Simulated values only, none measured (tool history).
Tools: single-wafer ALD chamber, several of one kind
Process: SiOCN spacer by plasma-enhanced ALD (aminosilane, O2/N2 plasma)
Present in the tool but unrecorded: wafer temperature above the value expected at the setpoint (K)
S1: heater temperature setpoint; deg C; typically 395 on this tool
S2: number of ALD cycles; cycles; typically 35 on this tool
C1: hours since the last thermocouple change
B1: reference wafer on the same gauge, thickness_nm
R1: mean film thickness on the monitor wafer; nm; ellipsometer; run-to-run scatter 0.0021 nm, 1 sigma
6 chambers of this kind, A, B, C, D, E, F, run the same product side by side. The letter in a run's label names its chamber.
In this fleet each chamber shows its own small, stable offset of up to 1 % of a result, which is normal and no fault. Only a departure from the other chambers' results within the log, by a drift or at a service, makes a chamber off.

{"run": "1A", "hour": 10.0, "S1": 395, "S2": 35, "C1": 220.1, "B1": 2.19, "R1": 2.1098}
{"run": "2E", "hour": 17.2, "S1": 395, "S2": 35, "C1": 249.6, "B1": 2.1911, "R1": 2.1159}
{"run": "3C", "hour": 25.1, "S1": 395, "S2": 35, "C1": 1048.6, "B1": 2.1906, "R1": 2.0972}
{"hour": 25.5, "done": "chamber C: thermocouple changed; heater temperature recalibrated"}
{"run": "4B", "hour": 30.0, "S1": 395, "S2": 35, "C1": 852.9, "B1": 2.191, "R1": 2.1143}
{"run": "5F", "hour": 40.0, "S1": 395, "S2": 35, "C1": 1424.4, "B1": 2.1914, "R1": 2.1018}
{"run": "6D", "hour": 45.0, "S1": 395, "S2": 35, "C1": 893.0, "B1": 2.1913, "R1": 2.0984}
{"run": "7F", "hour": 54.5, "S1": 395, "S2": 35, "C1": 1438.9, "B1": 2.1916, "R1": 2.1054}
{"run": "8B", "hour": 59.4, "S1": 395, "S2": 35, "C1": 882.3, "B1": 2.1923, "R1": 2.1173}
{"run": "9D", "hour": 67.7, "S1": 395, "S2": 35, "C1": 915.7, "B1": 2.1924, "R1": 2.0995}
{"run": "10A", "hour": 77.8, "S1": 395, "S2": 35, "C1": 287.9, "B1": 2.1924, "R1": 2.1167}
{"run": "11E", "hour": 87.3, "S1": 389, "S2": 39, "C1": 319.7, "B1": 2.1931, "R1": 2.3591}
{"run": "12C", "hour": 95.8, "S1": 389, "S2": 39, "C1": 70.3, "B1": 2.1936, "R1": 2.3402}
{"run": "13C", "hour": 104.8, "S1": 389, "S2": 39, "C1": 79.3, "B1": 2.1931, "R1": 2.3444}
{"run": "14A", "hour": 114.2, "S1": 389, "S2": 39, "C1": 324.3, "B1": 2.1937, "R1": 2.3557}
{"run": "15B", "hour": 121.9, "S1": 389, "S2": 39, "C1": 944.8, "B1": 2.1937, "R1": 2.3566}
{"run": "16F", "hour": 127.1, "S1": 389, "S2": 39, "C1": 1511.5, "B1": 2.1944, "R1": 2.3467}
{"run": "17D", "hour": 133.9, "S1": 395, "S2": 35, "C1": 981.9, "B1": 2.1943, "R1": 2.0989}
{"run": "18E", "hour": 141.5, "S1": 395, "S2": 35, "C1": 373.9, "B1": 2.1941, "R1": 2.1196}
{"run": "19D", "hour": 147.9, "S1": 395, "S2": 35, "C1": 995.9, "B1": 2.1949, "R1": 2.1036}
{"run": "20A", "hour": 155.7, "S1": 395, "S2": 35, "C1": 365.8, "B1": 2.195, "R1": 2.1142}
{"run": "21E", "hour": 164.3, "S1": 395, "S2": 35, "C1": 396.7, "B1": 2.1954, "R1": 2.1194}
{"run": "22B", "hour": 170.7, "S1": 395, "S2": 35, "C1": 993.6, "B1": 2.1955, "R1": 2.1166}
{"run": "23F", "hour": 175.2, "S1": 395, "S2": 35, "C1": 1559.6, "B1": 2.1954, "R1": 2.1074}
{"run": "24C", "hour": 179.9, "S1": 395, "S2": 35, "C1": 154.4, "B1": 2.1959, "R1": 2.1029}
{"run": "25D", "hour": 188.3, "S1": 405, "S2": 38, "C1": 1036.3, "B1": 2.1963, "R1": 2.2207}
{"run": "26A", "hour": 197.6, "S1": 405, "S2": 38, "C1": 407.7, "B1": 2.1959, "R1": 2.2664}
{"run": "27C", "hour": 203.3, "S1": 405, "S2": 38, "C1": 177.8, "B1": 2.1965, "R1": 2.2442}
{"run": "28F", "hour": 213.2, "S1": 405, "S2": 38, "C1": 1597.6, "B1": 2.1965, "R1": 2.2202}
{"run": "29E", "hour": 219.4, "S1": 405, "S2": 38, "C1": 451.8, "B1": 2.1968, "R1": 2.2576}
{"run": "30B", "hour": 228.9, "S1": 405, "S2": 38, "C1": 1051.8, "B1": 2.1978, "R1": 2.2682}
{"run": "31E", "hour": 239.1, "S1": 395, "S2": 35, "C1": 471.5, "B1": 2.1983, "R1": 2.1188}
{"run": "32B", "hour": 246.4, "S1": 395, "S2": 41, "C1": 1069.3, "B1": 2.1983, "R1": 2.4833}
{"run": "33F", "hour": 251.9, "S1": 395, "S2": 41, "C1": 1636.3, "B1": 2.1974, "R1": 2.4786}
{"run": "34C", "hour": 259.2, "S1": 395, "S2": 41, "C1": 233.7, "B1": 2.198, "R1": 2.4673}
{"run": "35A", "hour": 269.4, "S1": 395, "S2": 41, "C1": 479.5, "B1": 2.1988, "R1": 2.4856}
{"run": "36D", "hour": 275.4, "S1": 395, "S2": 41, "C1": 1123.4, "B1": 2.1988, "R1": 2.4669}

One chamber off, gauge drift, or nothing amiss beyond the chambers' own small offsets? If it is a chamber, which one, and what is the likeliest cause?

Gauge drift. The chambers move together only on paper, and none stands off.
Cause: gauge reads high (%) = 0.413.

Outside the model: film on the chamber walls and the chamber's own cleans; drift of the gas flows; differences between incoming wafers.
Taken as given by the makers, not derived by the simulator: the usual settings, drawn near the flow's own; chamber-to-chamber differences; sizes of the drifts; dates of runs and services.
